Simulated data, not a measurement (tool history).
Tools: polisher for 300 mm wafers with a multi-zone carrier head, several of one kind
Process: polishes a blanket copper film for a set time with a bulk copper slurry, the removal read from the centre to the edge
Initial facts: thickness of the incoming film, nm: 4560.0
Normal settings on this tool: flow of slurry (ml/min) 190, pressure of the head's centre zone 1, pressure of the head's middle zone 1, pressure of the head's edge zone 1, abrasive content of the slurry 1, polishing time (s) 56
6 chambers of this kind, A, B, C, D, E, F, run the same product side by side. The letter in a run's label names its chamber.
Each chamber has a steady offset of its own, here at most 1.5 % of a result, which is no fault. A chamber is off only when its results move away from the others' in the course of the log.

run,hour,flow of slurry (ml/min),pressure of the head's centre zone,pressure of the head's middle zone,pressure of the head's edge zone,abrasive content of the slurry,polishing time (s),wafers polished on this pad,hours since the slurry nozzle was cleaned,hours since the centre zone pressure was calibrated,hours since the edge zone pressure was calibrated,film removed at the wafer's centre (Å),film removed at mid-radius (Å),film removed at the wafer's edge (Å)
1C,5.5,190,1,1,1,1,56,290,29.1,461.7,490.2,4407.2,4274,4280.2
2D,9.8,190,1,1,1,1,56,393,84,198.8,229,4419.7,4394,4291.7
3A,14.3,190,1,1,1,1,56,461,168.5,538.7,347.5,4229.6,4386.9,4317.3
4F,21.5,190,1,1,1,1,56,442,184.8,165.8,340.6,4339.3,4338.7,4221.5
# hour 24.6: chamber D: worn pad replaced by a new one
5B,28.7,240,1,1,1,1.1,56,643,417.7,669.8,162.5,4455.4,4612.9,4469.9
# hour 31.3: chamber A: worn pad replaced by a new one
6E,32.8,240,1,1,1,1.1,56,845,98,592.1,355.8,4511.3,4551.6,4472.5
# hour 34.8: chamber B: worn pad replaced by a new one
7C,38,240,1,1,1,1.1,56,657,61.6,494.2,522.7,4507.6,4476.4,4500
8E,41.7,240,1,1,1,1.1,56,945,106.9,601,364.7,4537.5,4568.2,4405.2
9A,45.2,240,1,1,1,1.1,56,157,199.4,569.6,378.4,4655.2,4559.6,4570.1
# hour 47.1: chamber F: worn pad replaced by a new one
# hour 48.1: chamber C: worn pad replaced by a new one
10F,49.6,240,1,1,1,1.1,56,29,212.9,193.9,368.7,4496.8,4610.5,4477.4
11B,53.1,155,1,1,1,1,37,207,442.1,694.2,186.9,2689.6,2824.1,2763.6
12D,58.1,155,1,1,1,1,37,377,132.3,247.1,277.3,2705.1,2722.5,2779
13C,63.1,155,1,1,1,1,37,170,86.7,519.3,547.8,2750,2742.1,2779.3
# hour 66.1: chamber E: worn pad replaced by a new one
14B,67.2,155,1,1,1,1,37,366,456.2,708.3,201,2688.3,2751.4,2705.4
15F,72.4,155,1,1,1,1,37,286,235.7,216.7,391.5,2806.6,2785.8,2761.6
16E,79.3,155,1,1,1,1,37,149,144.5,638.6,402.3,2720.3,2794.4,2735.8
# hour 80.6: chamber A: worn pad replaced by a new one
# hour 80.9: chamber D: worn pad replaced by a new one
17D,85.2,190,1,1,1,1,56,48,159.4,274.2,304.4,4265.8,4383.7,4369.2
# hour 88.4: chamber F: slurry nozzle cleaned
18A,89.1,190,1,1,1,1,56,96,243.3,613.5,422.3,4279.5,4273.3,4394.1
19C,94.5,190,1,1,1,1,56,524,118.1,550.7,579.2,4273.8,4302.7,4253.8
20F,98,190,1,1,1,1,56,575,9.6,242.3,417.1,4356.9,4358.5,4217.8
21E,104.7,190,1,1,1,1,56,436,169.9,664,427.7,4316.1,4368.5,4365
# hour 105.9: chamber B: worn pad replaced by a new one
# hour 106.2: chamber D: edge zone pressure recalibrated
22D,110.9,190,1,1,1,1,56,338,185.1,299.9,4.8,4247,4335,4241.9
23A,115.2,190,1,1,1,1,56,390,269.4,639.6,448.4,4370.3,4373.9,4345.8
24B,120.8,190,0.95,1,1,1,56,169,509.8,761.9,254.6,3996.3,4374.5,4275.9
# hour 122.6: chamber F: worn pad replaced by a new one
25D,125,190,0.95,1,1,1,56,497,199.2,314,18.9,4066.7,4351,4296.5
# hour 126.5: chamber D: centre zone pressure recalibrated
26C,129.3,190,0.95,1,1,1,56,916,152.9,585.5,614,3910.5,4293.8,4284.5
# hour 133.5: chamber D: worn pad replaced by a new one
27B,134.2,190,0.95,1,1,1,56,320,523.2,775.3,268,3998.9,4314,4277
# hour 135.2: chamber C: worn pad replaced by a new one
28E,137.8,190,0.95,1,1,1,56,809,203,697.1,460.8,3936.4,4301.2,4323.8
# hour 140: chamber A: worn pad replaced by a new one
29A,142.4,190,0.95,1,1,1,56,28,296.6,666.8,475.6,4066.4,4380.2,4328.7
30F,146.5,190,1,1,1,1,56,269,58.1,290.8,465.6,4248.3,4278.2,4308.5
31C,151.4,190,1,1,1,1,56,183,175,607.6,636.1,4183.7,4264,4311.4
32D,157.7,145,1,1,1,1,43,273,231.9,31.2,51.6,3191.8,3171.3,3148.7
33F,161,145,1,1,1,1,43,433,72.6,305.3,480.1,3078.9,3121.4,3101.6
34B,166.7,145,1,1,1,1,43,686,555.7,807.8,300.5,3102.7,3205.9,3220.3
# hour 168.8: chamber B: worn pad replaced by a new one
35E,172.4,145,1,1,1,1,43,1199,237.6,731.7,495.4,3134.1,3110.3,3161.5
# hour 173.3: chamber A: slurry nozzle cleaned
36A,176.9,145,1,1,1,1,43,417,3.7,701.3,510.1,3147.5,3172.8,3224.6
# hour 182.5: chamber D: worn pad replaced by a new one
37D,183.2,145,1,1,1,1,43,8,257.4,56.7,77.1,3014.3,3145,3178.5
38F,188.6,190,1,1,1,1,56,744,100.2,332.9,507.7,4330.8,4278.4,4170.2
39B,195.6,190,1,1,1.1,1.15,56,302,584.6,836.7,329.4,4274.8,4518.9,4630.3
40C,203,190,1,1,1.1,1.15,56,765,226.6,659.2,687.7,4289.9,4471.3,4674.8

Next, every chamber runs the same settings. What will each give?
41A,208.6,190,1,1,1,1,56,,,,,?,?,?
41B,208.6,190,1,1,1,1,56,,,,,?,?,?
41C,208.6,190,1,1,1,1,56,,,,,?,?,?
41D,208.6,190,1,1,1,1,56,,,,,?,?,?
41E,208.6,190,1,1,1,1,56,,,,,?,?,?
41F,208.6,190,1,1,1,1,56,,,,,?,?,?

run,film removed at the wafer's centre (Å),film removed at mid-radius (Å),film removed at the wafer's edge (Å)
41A,4433.1,4369,4392.4
41B,4245.2,4418.5,4336.4
41C,4225.5,4367.9,4282.8
41D,4388.9,4327,4337.9
41E,4325.3,4324.3,4261.6
41F,4216.1,4251.6,4201.7
